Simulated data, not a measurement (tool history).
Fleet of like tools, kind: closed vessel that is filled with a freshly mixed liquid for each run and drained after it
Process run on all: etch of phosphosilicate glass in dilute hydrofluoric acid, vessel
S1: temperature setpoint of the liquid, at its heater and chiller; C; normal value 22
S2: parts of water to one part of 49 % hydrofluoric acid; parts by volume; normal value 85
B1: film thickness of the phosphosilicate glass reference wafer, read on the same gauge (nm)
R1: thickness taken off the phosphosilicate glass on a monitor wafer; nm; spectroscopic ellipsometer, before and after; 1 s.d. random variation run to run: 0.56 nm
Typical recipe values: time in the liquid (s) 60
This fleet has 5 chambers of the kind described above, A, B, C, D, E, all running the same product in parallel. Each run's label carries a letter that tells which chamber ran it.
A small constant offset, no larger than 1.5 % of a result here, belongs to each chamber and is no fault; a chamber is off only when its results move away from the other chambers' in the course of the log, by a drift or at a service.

Run 1A, hour 2.7: usual settings; B1 89.99. Result: R1 60.718 nm.
Run 2D, hour 7: usual settings; B1 90.031. Result: R1 61.078 nm.
Run 3C, hour 11.9: usual settings; B1 89.984. Result: R1 59.593 nm.
Run 4B, hour 16.4: usual settings; B1 89.984. Result: R1 60.672 nm.
Run 5E, hour 19.1: usual settings; B1 89.973. Result: R1 61.412 nm.
Run 6A, hour 22.3: usual settings; B1 90.052. Result: R1 61.429 nm.
Run 7D, hour 25.8: usual settings; B1 89.994. Result: R1 60.826 nm.
Run 8C, hour 30.4: usual settings; B1 89.994. Result: R1 60.485 nm.
Run 9B, hour 34.8: usual settings but S2 110 parts by volume, time in the liquid (s) 35; B1 90.005. Result: R1 26.832 nm.
Run 10E, hour 38.7: usual settings but S2 110 parts by volume, time in the liquid (s) 35; B1 89.986. Result: R1 26.879 nm.
Run 11B, hour 42.7: usual settings but S2 110 parts by volume, time in the liquid (s) 35; B1 90.023. Result: R1 26.837 nm.
Run 12D, hour 46.6: usual settings but S2 110 parts by volume, time in the liquid (s) 35; B1 89.984. Result: R1 27.073 nm.
Run 13A, hour 49.1: usual settings but S2 110 parts by volume, time in the liquid (s) 35; B1 90.003. Result: R1 27.225 nm.
Run 14C, hour 54.3: usual settings; B1 90.002. Result: R1 60.836 nm.
Run 15E, hour 57.1: usual settings; B1 89.976. Result: R1 61.234 nm.
Run 16B, hour 61.9: usual settings but S2 115 parts by volume; B1 90.007. Result: R1 43.799 nm.
Run 17A, hour 66.2: usual settings but S2 115 parts by volume; B1 90.003. Result: R1 44.011 nm.
Run 18E, hour 71.1: usual settings but S2 115 parts by volume; B1 89.986. Result: R1 43.671 nm.
Run 19D, hour 76.1: usual settings but S2 115 parts by volume; B1 89.973. Result: R1 43.369 nm.
Run 20C, hour 81.4: usual settings but S2 115 parts by volume; B1 90.015. Result: R1 43.089 nm.
Run 21B, hour 84.7: usual settings; B1 89.976. Result: R1 60.485 nm.
Run 22E, hour 87.4: usual settings; B1 90.022. Result: R1 61.245 nm.
Run 23C, hour 91.3: usual settings; B1 90.008. Result: R1 60.629 nm.
Run 24A, hour 96: usual settings; B1 89.997. Result: R1 61.65 nm.
Run 25D, hour 100.9: usual settings but S1 18 C; B1 90.012. Result: R1 51.953 nm.
Run 26D, hour 103.3: usual settings but S1 18 C; B1 90.017. Result: R1 51.37 nm.
Run 27C, hour 106.8: usual settings but S1 18 C; B1 89.987. Result: R1 51.377 nm.
Run 28A, hour 110.6: usual settings but S1 18 C; B1 90.02. Result: R1 51.228 nm.
Run 29E, hour 113: usual settings but S1 18 C; B1 90.02. Result: R1 52.544 nm.
Run 30B, hour 116.4: usual settings; B1 89.968. Result: R1 60.798 nm.

Does one chamber stand apart from the rest, does the shared gauge drift, or is all well apart from small per-chamber offsets? Give the chamber and the most likely cause, where there is one.

Neither any chamber nor the gauge drifts; the chambers differ only by their own small, steady offsets.
